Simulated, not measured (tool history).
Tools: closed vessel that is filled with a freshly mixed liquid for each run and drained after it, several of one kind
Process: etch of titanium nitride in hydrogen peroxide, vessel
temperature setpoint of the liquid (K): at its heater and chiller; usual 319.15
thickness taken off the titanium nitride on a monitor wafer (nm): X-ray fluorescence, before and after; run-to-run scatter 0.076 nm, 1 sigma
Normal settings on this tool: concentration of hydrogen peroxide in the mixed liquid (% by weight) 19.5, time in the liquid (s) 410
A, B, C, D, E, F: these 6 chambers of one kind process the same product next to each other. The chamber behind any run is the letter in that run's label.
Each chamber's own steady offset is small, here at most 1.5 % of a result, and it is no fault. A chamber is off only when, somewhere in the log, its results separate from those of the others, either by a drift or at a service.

| run | hour | temperature setpoint of the liquid (K) | concentration of hydrogen peroxide in the mixed liquid (% by weight) | time in the liquid (s) | hours since the thermometer was replaced | hours since the peroxide flow meter was replaced | hours since the drum of peroxide was connected | read-back film thickness of the titanium nitride reference wafer, read on the same gauge (nm) | thickness taken off the titanium nitride on a monitor wafer (nm) |
|---|---|---|---|---|---|---|---|---|---|
| 1B | 10.5 | 319.15 | 19.5 | 410 | 1001.4 | 124.7 | 205.6 | 59.998 | 15.831 |
| 2C | 18.4 | 319.15 | 19.5 | 410 | 1164.3 | 114.8 | 117.8 | 60.029 | 15.888 |
| 3D | 28.1 | 319.15 | 19.5 | 410 | 721.6 | 498.9 | 76 | 60.02 | 15.785 |
| 4F | 36.8 | 319.15 | 19.5 | 410 | 892.7 | 800.8 | 880.1 | 60.011 | 15.739 |
| 5E | 43.5 | 319.15 | 14.5 | 195 | 1356.1 | 858.6 | 102.5 | 60.006 | 7.0072 |
| 6A | 51.2 | 319.15 | 14.5 | 195 | 360.3 | 329.9 | 735.7 | 60.017 | 6.9343 |
|  | 52.5 | chamber F: peroxide flow meter replaced |
| 7C | 57.2 | 319.15 | 14.5 | 195 | 1203.1 | 153.6 | 156.6 | 59.958 | 7.0567 |
| 8E | 63.9 | 319.15 | 14.5 | 195 | 1376.5 | 879 | 122.9 | 60.005 | 6.982 |
| 9D | 75.3 | 319.15 | 14.5 | 195 | 768.8 | 546.1 | 123.2 | 60 | 7.0614 |
| 10A | 85.4 | 319.15 | 14.5 | 195 | 394.5 | 364.1 | 769.9 | 59.989 | 6.9661 |
| 11B | 91.2 | 319.15 | 19.5 | 410 | 1082.1 | 205.4 | 286.3 | 59.998 | 15.761 |
| 12F | 100.6 | 319.15 | 19.5 | 285 | 956.5 | 48.1 | 943.9 | 60.003 | 10.932 |
| 13C | 107.7 | 319.15 | 19.5 | 285 | 1253.6 | 204.1 | 207.1 | 59.974 | 11.012 |
| 14A | 116.9 | 319.15 | 19.5 | 285 | 426 | 395.6 | 801.4 | 60.028 | 10.828 |
| 15D | 122 | 319.15 | 19.5 | 285 | 815.5 | 592.8 | 169.9 | 59.97 | 10.924 |
| 16F | 129.1 | 319.15 | 19.5 | 285 | 985 | 76.6 | 972.4 | 60.013 | 11.026 |
| 17B | 138.2 | 319.15 | 19.5 | 285 | 1129.1 | 252.4 | 333.3 | 59.969 | 10.923 |
| 18E | 149.5 | 319.15 | 19.5 | 410 | 1462.1 | 964.6 | 208.5 | 59.996 | 15.671 |
| 19B | 154.5 | 319.15 | 19.5 | 410 | 1145.4 | 268.7 | 349.6 | 59.959 | 15.635 |
| 20D | 163.2 | 324.15 | 19.5 | 410 | 856.7 | 634 | 211.1 | 59.993 | 22.521 |
| 21F | 170.5 | 324.15 | 19.5 | 410 | 1026.4 | 118 | 1013.8 | 60.007 | 22.786 |
| 22C | 176.1 | 324.15 | 19.5 | 410 | 1322 | 272.5 | 275.5 | 60.018 | 22.962 |
| 23E | 186.9 | 324.15 | 19.5 | 410 | 1499.5 | 1002 | 245.9 | 60.018 | 22.677 |
| 24A | 194.6 | 324.15 | 19.5 | 410 | 503.7 | 473.3 | 879.1 | 60.004 | 22.476 |
|  | 197.5 | chamber C: new drum of peroxide connected |
| 25C | 200 | 324.15 | 19.5 | 410 | 1345.9 | 296.4 | 2.6 | 60.002 | 23.019 |
| 26B | 208.2 | 319.15 | 19.5 | 410 | 1199.1 | 322.4 | 403.3 | 60.022 | 15.692 |
| 27E | 215.7 | 319.15 | 17.5 | 410 | 1528.3 | 1030.8 | 274.7 | 60.005 | 15.387 |
| 28D | 223 | 319.15 | 17.5 | 410 | 916.5 | 693.8 | 270.9 | 60.001 | 15.481 |
| 29A | 233.7 | 319.15 | 17.5 | 410 | 542.8 | 512.4 | 918.2 | 59.993 | 15.265 |
| 30F | 242.6 | 319.15 | 17.5 | 410 | 1098.5 | 190.1 | 1085.9 | 60.01 | 15.474 |
| 31B | 253.9 | 319.15 | 17.5 | 410 | 1244.8 | 368.1 | 449 | 59.986 | 15.273 |
| 32E | 260.6 | 319.15 | 17.5 | 410 | 1573.2 | 1075.7 | 319.6 | 59.999 | 15.311 |
| 33F | 267.4 | 319.15 | 19.5 | 410 | 1123.3 | 214.9 | 1110.7 | 59.99 | 15.817 |
| 34A | 278.6 | 319.15 | 19.5 | 410 | 587.7 | 557.3 | 963.1 | 59.984 | 15.658 |
| 35C | 285.7 | 319.15 | 19.5 | 410 | 1431.6 | 382.1 | 88.3 | 60.025 | 15.914 |
| 36D | 294.2 | 319.15 | 19.5 | 210 | 987.7 | 765 | 342.1 | 59.972 | 8.1124 |
| 37F | 302.6 | 319.15 | 19.5 | 210 | 1158.5 | 250.1 | 1145.9 | 60.019 | 8.0601 |
| 38E | 313.1 | 319.15 | 19.5 | 210 | 1625.7 | 1128.2 | 372.1 | 59.998 | 8.0755 |
| 39C | 318.4 | 319.15 | 19.5 | 210 | 1464.3 | 414.8 | 121 | 60.009 | 8.1169 |
| 40D | 328.5 | 319.15 | 19.5 | 210 | 1022 | 799.3 | 376.4 | 59.977 | 8.0538 |
| 41A | 333.7 | 319.15 | 19.5 | 210 | 642.8 | 612.4 | 1018.2 | 59.995 | 7.9404 |
| 42B | 343.4 | 319.15 | 19.5 | 410 | 1334.3 | 457.6 | 538.5 | 60.016 | 15.386 |
| 43D | 349.2 | 319.15 | 19.5 | 410 | 1042.7 | 820 | 397.1 | 59.998 | 15.766 |
| 44F | 357.8 | 319.15 | 19.5 | 410 | 1213.7 | 305.3 | 1201.1 | 59.988 | 15.818 |

Is one chamber out of step, is the gauge drifting, or do the chambers differ by no more than their own small offsets? For an off chamber, give its letter and the likeliest cause.

Little by little, chamber B moves away from the other chambers.
Likeliest cause: liquid colder than its thermometer reads (K) = 0.363.
With only this log, it may be confused with: peroxide flow below the setpoint (%).

Below are 4 candidate recipes for chamber B's next run, each the usual settings with a change, their results shown as question marks. Which of them brings B's results back in line with what the other chambers give on the usual settings?
In-line tolerance around the mean of the other chambers on the usual settings: thickness taken off the titanium nitride on a monitor wafer (nm) 0.26
| 45B-1 | 365.9 | 319.65 | 19.5 | 420 |  |  |  |  | ? |
| 45B-2 | 365.9 | 319.15 | 19.5 | 400 |  |  |  |  | ? |
| 45B-3 | 365.9 | 319.15 | 19.5 | 420 |  |  |  |  | ? |
| 45B-4 | 365.9 | 318.65 | 19.5 | 400 |  |  |  |  | ? |

Usual-settings mean across the other chambers: thickness taken off the titanium nitride on a monitor wafer (nm) 15.746
| run | thickness taken off the titanium nitride on a monitor wafer (nm) |
|---|---|
| 45B-1 | 16.255 |
| 45B-2 | 14.918 |
| 45B-3 | 15.664 |
| 45B-4 | 14.374 |
45B-3 brings the chamber back in line.
